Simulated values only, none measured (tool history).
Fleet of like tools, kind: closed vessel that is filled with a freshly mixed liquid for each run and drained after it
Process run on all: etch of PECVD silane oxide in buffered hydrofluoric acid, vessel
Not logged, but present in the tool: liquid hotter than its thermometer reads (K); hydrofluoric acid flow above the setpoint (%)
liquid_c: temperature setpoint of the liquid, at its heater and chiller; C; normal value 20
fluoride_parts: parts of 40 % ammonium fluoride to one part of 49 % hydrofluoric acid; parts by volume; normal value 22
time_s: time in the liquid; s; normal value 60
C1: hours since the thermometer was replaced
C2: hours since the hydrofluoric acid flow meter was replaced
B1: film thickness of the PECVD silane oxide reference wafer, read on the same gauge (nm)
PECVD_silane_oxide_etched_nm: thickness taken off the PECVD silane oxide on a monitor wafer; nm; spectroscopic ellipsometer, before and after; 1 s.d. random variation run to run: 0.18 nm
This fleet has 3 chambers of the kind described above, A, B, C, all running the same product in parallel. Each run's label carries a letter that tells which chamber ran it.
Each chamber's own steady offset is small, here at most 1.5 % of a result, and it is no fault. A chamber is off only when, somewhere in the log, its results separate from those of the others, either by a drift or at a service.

run 1C hour=6.1 | liquid_c=20 fluoride_parts=22 time_s=60 | C1=350.6 C2=603.7 | B1=70.023 | PECVD_silane_oxide_etched_nm=34.609
run 2B hour=12.2 | liquid_c=20 fluoride_parts=22 time_s=60 | C1=230.2 C2=400.2 | B1=69.973 | PECVD_silane_oxide_etched_nm=34.769
run 3A hour=21.5 | liquid_c=20 fluoride_parts=22 time_s=60 | C1=1130.5 C2=600.4 | B1=70.010 | PECVD_silane_oxide_etched_nm=34.897
run 4C hour=26.9 | liquid_c=20 fluoride_parts=22 time_s=60 | C1=371.4 C2=624.5 | B1=69.992 | PECVD_silane_oxide_etched_nm=34.465
run 5A hour=36.2 | liquid_c=20 fluoride_parts=22 time_s=60 | C1=1145.2 C2=615.1 | B1=69.981 | PECVD_silane_oxide_etched_nm=34.819
run 6B hour=44.4 | liquid_c=17 fluoride_parts=22 time_s=60 | C1=262.4 C2=432.4 | B1=69.987 | PECVD_silane_oxide_etched_nm=29.392
run 7C hour=53.1 | liquid_c=17 fluoride_parts=22 time_s=60 | C1=397.6 C2=650.7 | B1=70.025 | PECVD_silane_oxide_etched_nm=29.112
run 8B hour=59.2 | liquid_c=17 fluoride_parts=22 time_s=60 | C1=277.2 C2=447.2 | B1=69.983 | PECVD_silane_oxide_etched_nm=29.214
run 9A hour=68.7 | liquid_c=20 fluoride_parts=22 time_s=60 | C1=1177.7 C2=647.6 | B1=70.025 | PECVD_silane_oxide_etched_nm=34.968
run 10B hour=74.4 | liquid_c=20 fluoride_parts=30 time_s=60 | C1=292.4 C2=462.4 | B1=70.046 | PECVD_silane_oxide_etched_nm=28.396
run 11C hour=84.2 | liquid_c=20 fluoride_parts=30 time_s=60 | C1=428.7 C2=681.8 | B1=70.012 | PECVD_silane_oxide_etched_nm=27.813
run 12A hour=93.9 | liquid_c=20 fluoride_parts=30 time_s=60 | C1=1202.9 C2=672.8 | B1=70.003 | PECVD_silane_oxide_etched_nm=28.190
run 13C hour=101.2 | liquid_c=20 fluoride_parts=22 time_s=60 | C1=445.7 C2=698.8 | B1=69.979 | PECVD_silane_oxide_etched_nm=34.467
run 14A hour=107.5 | liquid_c=20 fluoride_parts=22 time_s=60 | C1=1216.5 C2=686.4 | B1=69.966 | PECVD_silane_oxide_etched_nm=34.692
run 15B hour=116.0 | liquid_c=20 fluoride_parts=22 time_s=60 | C1=334.0 C2=504.0 | B1=70.009 | PECVD_silane_oxide_etched_nm=35.806
run 16C hour=125.3 | liquid_c=20 fluoride_parts=22 time_s=30 | C1=469.8 C2=722.9 | B1=70.044 | PECVD_silane_oxide_etched_nm=17.179
run 17B hour=135.1 | liquid_c=20 fluoride_parts=22 time_s=30 | C1=353.1 C2=523.1 | B1=69.979 | PECVD_silane_oxide_etched_nm=17.979
run 18A hour=141.9 | liquid_c=20 fluoride_parts=22 time_s=30 | C1=1250.9 C2=720.8 | B1=70.002 | PECVD_silane_oxide_etched_nm=17.461
run 19B hour=149.1 | liquid_c=20 fluoride_parts=22 time_s=60 | C1=367.1 C2=537.1 | B1=69.993 | PECVD_silane_oxide_etched_nm=35.956
run 20A hour=154.9 | liquid_c=20 fluoride_parts=22 time_s=60 | C1=1263.9 C2=733.8 | B1=70.002 | PECVD_silane_oxide_etched_nm=34.889
run 21C hour=162.3 | liquid_c=24 fluoride_parts=22 time_s=60 | C1=506.8 C2=759.9 | B1=70.003 | PECVD_silane_oxide_etched_nm=42.808
run 22C hour=170.7 | liquid_c=24 fluoride_parts=22 time_s=60 | C1=515.2 C2=768.3 | B1=69.967 | PECVD_silane_oxide_etched_nm=43.006
-- hour=173.6 chamber C: thermometer replaced
run 23A hour=175.7 | liquid_c=24 fluoride_parts=22 time_s=60 | C1=1284.7 C2=754.6 | B1=70.024 | PECVD_silane_oxide_etched_nm=43.372
run 24B hour=180.4 | liquid_c=20 fluoride_parts=22 time_s=60 | C1=398.4 C2=568.4 | B1=69.992 | PECVD_silane_oxide_etched_nm=36.490
run 25B hour=185.0 | liquid_c=20 fluoride_parts=22 time_s=60 | C1=403.0 C2=573.0 | B1=70.004 | PECVD_silane_oxide_etched_nm=36.840
run 26A hour=192.6 | liquid_c=20 fluoride_parts=22 time_s=60 | C1=1301.6 C2=771.5 | B1=69.997 | PECVD_silane_oxide_etched_nm=35.118
run 27C hour=199.0 | liquid_c=20 fluoride_parts=22 time_s=60 | C1=25.5 C2=796.6 | B1=69.970 | PECVD_silane_oxide_etched_nm=34.299
run 28B hour=203.5 | liquid_c=20 fluoride_parts=22 time_s=60 | C1=421.5 C2=591.5 | B1=70.028 | PECVD_silane_oxide_etched_nm=36.641
run 29A hour=209.0 | liquid_c=20 fluoride_parts=22 time_s=60 | C1=1318.0 C2=787.9 | B1=70.019 | PECVD_silane_oxide_etched_nm=35.067
run 30C hour=214.4 | liquid_c=20 fluoride_parts=22 time_s=60 | C1=40.9 C2=812.0 | B1=69.990 | PECVD_silane_oxide_etched_nm=34.399
run 31A hour=224.7 | liquid_c=20 fluoride_parts=22 time_s=60 | C1=1333.7 C2=803.6 | B1=69.989 | PECVD_silane_oxide_etched_nm=34.963

Each of the 3 chambers runs these same settings next. Fill in every chamber's results:
run 32A hour=232.1 | liquid_c=20 fluoride_parts=27 time_s=60 | PECVD_silane_oxide_etched_nm=?
run 32B hour=232.1 | liquid_c=20 fluoride_parts=27 time_s=60 | PECVD_silane_oxide_etched_nm=?
run 32C hour=232.1 | liquid_c=20 fluoride_parts=27 time_s=60 | PECVD_silane_oxide_etched_nm=?

run=32A PECVD_silane_oxide_etched_nm=30.075
run=32B PECVD_silane_oxide_etched_nm=32.065
run=32C PECVD_silane_oxide_etched_nm=29.694
